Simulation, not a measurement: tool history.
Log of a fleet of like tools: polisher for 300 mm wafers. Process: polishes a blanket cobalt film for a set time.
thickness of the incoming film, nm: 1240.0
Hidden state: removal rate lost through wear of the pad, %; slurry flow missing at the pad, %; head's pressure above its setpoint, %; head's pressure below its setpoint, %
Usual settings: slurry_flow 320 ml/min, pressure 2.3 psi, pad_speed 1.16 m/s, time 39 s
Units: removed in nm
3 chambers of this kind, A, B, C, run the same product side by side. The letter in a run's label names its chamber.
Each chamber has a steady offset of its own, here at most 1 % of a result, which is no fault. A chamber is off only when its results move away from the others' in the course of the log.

run,hour,slurry_flow,pressure,pad_speed,time,wafers polished on this pad,hours since the slurry nozzle was cleaned,hours since the head pressure was calibrated,removed
# hour 1: chamber A: slurry nozzle cleaned
1B,3.3,320,2.3,1.16,39,308,40.2,156.5,224.63
2A,8.1,320,2.3,1.16,39,493,7.2,677.8,228.36
3C,13.7,320,2.3,1.16,39,666,213.3,635,223.71
# hour 16.5: chamber C: worn pad replaced by a new one
4A,18.1,320,2.3,1.16,39,627,17.2,687.8,228.96
5B,21.1,320,2.3,1.16,39,546,58,174.3,226.15
6C,25.1,320,2.3,1.16,39,114,224.7,646.4,227.21
7B,28.7,320,2.3,1.16,39,647,65.6,181.9,224.97
8C,32.1,320,2.3,1.16,39,208,231.7,653.4,226.59
9A,36.1,320,2.3,1.16,39,867,35.2,705.8,222.59
10B,39.4,320,2.3,1.16,39,790,76.3,192.6,221.37
11C,43.5,320,2.3,1.16,39,360,243.1,664.8,226.13
12A,48.4,320,2.3,1.16,39,1031,47.5,718.1,224.85
13A,52.2,320,2.3,1.16,39,1081,51.3,721.9,223.16
# hour 54.9: chamber B: worn pad replaced by a new one
14C,57,320,2.3,1.16,39,540,256.6,678.3,224.99
15B,60.2,320,2.3,1.16,39,71,97.1,213.4,219.17
16C,64.2,320,2.3,1.16,39,636,263.8,685.5,226.62
# hour 67.6: chamber C: worn pad replaced by a new one
# hour 68.3: chamber A: worn pad replaced by a new one
17A,69,320,2.3,1.16,39,9,68.1,738.7,226.73
18B,74.3,320,2.3,1.16,39,259,111.2,227.5,216.25
19A,79.6,320,2.3,1.16,39,151,78.7,749.3,228.6
20C,84.5,320,2.3,1.16,39,225,284.1,705.8,226.72
21B,87.7,320,2.3,1.16,39,437,124.6,240.9,211.95

What goes on in this fleet: one chamber off, a drifting gauge, or nothing beyond the chambers' own small offsets? Name the chamber and the cause, if any.

Chamber B drifts away from the others.
Cause: head's pressure below its setpoint, % = 4.21.
The log may not tell that from: slurry flow missing at the pad, %.

Here are 4 candidates for chamber B's next run, each the usual settings with a change, their results left as question marks. Which one brings its results back in line with what the others give on the usual settings?
In line means no further than this from the other chambers' mean on the usual settings: removed 5.1 nm
22B-1,91.6,320,2.3,1.1,39,,,,?
22B-2,91.6,320,2.3,1.22,39,,,,?
22B-3,91.6,320,2.3,1.14,39,,,,?
22B-4,91.6,320,2.3,1.18,39,,,,?

The other chambers' mean on the usual settings: removed 226.23 nm
run,removed
22B-1,202.72
22B-2,224.87
22B-3,210.1
22B-4,217.48
22B-2 brings the chamber back in line.

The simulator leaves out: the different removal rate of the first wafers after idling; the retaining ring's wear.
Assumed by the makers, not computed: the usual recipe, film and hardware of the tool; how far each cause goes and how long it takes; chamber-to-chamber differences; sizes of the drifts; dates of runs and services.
